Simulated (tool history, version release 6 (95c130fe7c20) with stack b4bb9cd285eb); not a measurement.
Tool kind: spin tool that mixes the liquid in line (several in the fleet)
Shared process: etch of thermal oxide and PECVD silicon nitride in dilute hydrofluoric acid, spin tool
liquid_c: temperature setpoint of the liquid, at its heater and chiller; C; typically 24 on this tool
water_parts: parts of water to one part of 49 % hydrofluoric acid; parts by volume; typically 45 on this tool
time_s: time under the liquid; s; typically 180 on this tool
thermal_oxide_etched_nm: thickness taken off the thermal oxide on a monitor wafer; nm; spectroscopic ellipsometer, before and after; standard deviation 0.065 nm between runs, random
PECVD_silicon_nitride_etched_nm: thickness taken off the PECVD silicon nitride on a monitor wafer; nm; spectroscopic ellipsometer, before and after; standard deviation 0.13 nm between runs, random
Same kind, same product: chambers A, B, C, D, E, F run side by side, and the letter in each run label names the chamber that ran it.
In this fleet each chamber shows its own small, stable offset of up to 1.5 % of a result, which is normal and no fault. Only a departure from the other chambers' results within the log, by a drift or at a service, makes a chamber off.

run	hour	liquid_c	water_parts	time_s	hours since the thermometer was replaced	hours since the hydrofluoric acid flow meter was replaced	read-back film thickness of the thermal oxide reference wafer, read on the same gauge (nm)	read-back film thickness of the PECVD silicon nitride reference wafer, read on the same gauge (nm)	thermal_oxide_etched_nm	PECVD_silicon_nitride_etched_nm
1C	4.8	24	45	180	838.4	523.4	60.008	100.02	20.022	18.288
2F	11.9	24	45	180	988.7	165	60.001	100	19.985	18.886
# hour 15: chamber A: thermometer replaced
3A	17.1	24	45	180	2.1	1117.3	59.994	99.995	19.904	18.729
4D	23	24	45	180	881.4	53.8	60.006	100	19.947	18.4
5B	27	24	45	180	760.3	146.5	60.028	99.995	19.98	18.525
6E	33.2	24	45	180	1158.5	1955.5	60.007	99.998	19.666	18.654
7F	36.9	24	45	180	1013.7	190	60.016	100.02	19.961	18.905
8E	43.7	24	45	180	1169	1966	59.985	99.997	19.615	18.644
9D	48.4	24	45	180	906.8	79.2	59.943	100.03	19.865	18.386
10C	52.9	24	45	180	886.5	571.5	60.018	99.989	20.029	18.345
# hour 57: chamber C: thermometer replaced
11A	59.5	24	45	180	44.5	1159.7	60.055	99.987	19.836	18.66
12B	63.9	24	45	180	797.2	183.4	60.047	100.01	19.93	18.673
13E	71	24	45	180	1196.3	1993.3	59.987	99.99	19.67	18.746
14C	77.8	24	45	180	20.8	596.4	59.991	99.998	20.052	18.565
15D	84.8	27	60	180	943.2	115.6	60.008	100	16.572	17.288
16F	89.4	27	60	180	1066.2	242.5	59.997	100.01	16.492	17.161
17A	95.2	27	60	180	80.2	1195.4	60.025	100	16.453	17.115
18B	102.6	27	60	180	835.9	222.1	60	99.98	16.482	17.009
19E	107.9	27	60	180	1233.2	2030.2	60.007	100.02	16.372	17.288
20B	115.5	27	60	180	848.8	235	60.02	100.02	16.439	17.321
21D	122	24	45	180	980.4	152.8	59.986	99.996	19.894	18.786
22A	125.6	24	45	180	110.6	1225.8	60.047	99.992	19.864	18.913
23F	129.1	24	45	180	1105.9	282.2	59.986	99.973	19.867	18.975
24C	133.7	24	45	180	76.7	652.3	60.04	100.01	20.015	18.834
25A	138.2	24	45	180	123.2	1238.4	60.006	100.01	19.771	18.774
26D	143.1	24	45	180	1001.5	173.9	59.978	100.01	19.87	18.49
27E	147.3	24	45	180	1272.6	2069.6	60.008	99.991	19.619	18.616
28B	152.3	24	45	180	885.6	271.8	59.982	99.98	19.891	18.635
29F	160.3	24	45	180	1137.1	313.4	60.036	99.982	20.01	18.789
30C	164.5	24	45	180	107.5	683.1	60.02	100.03	20.064	18.7
31B	170.3	24	45	180	903.6	289.8	59.993	99.99	19.806	18.797
32C	178.2	24	45	180	121.2	696.8	60.007	99.992	20.037	18.511
33F	186	24	45	180	1162.8	339.1	60.029	100	19.819	18.585
34E	194.1	24	45	180	1319.4	2116.4	60.008	99.996	19.733	18.73
35A	197.8	24	45	180	182.8	1298	59.979	100.01	19.738	18.62
36D	203.5	24	45	180	1061.9	234.3	60.027	99.985	19.847	18.634
37A	208.5	24	45	180	193.5	1308.7	60.003	99.994	19.904	18.777

Is one chamber out of step, is the gauge drifting, or do the chambers differ by no more than their own small offsets? For an off chamber, give its letter and the likeliest cause.

The fleet is healthy, with each chamber sitting at its usual small offset and no drift in the gauge.
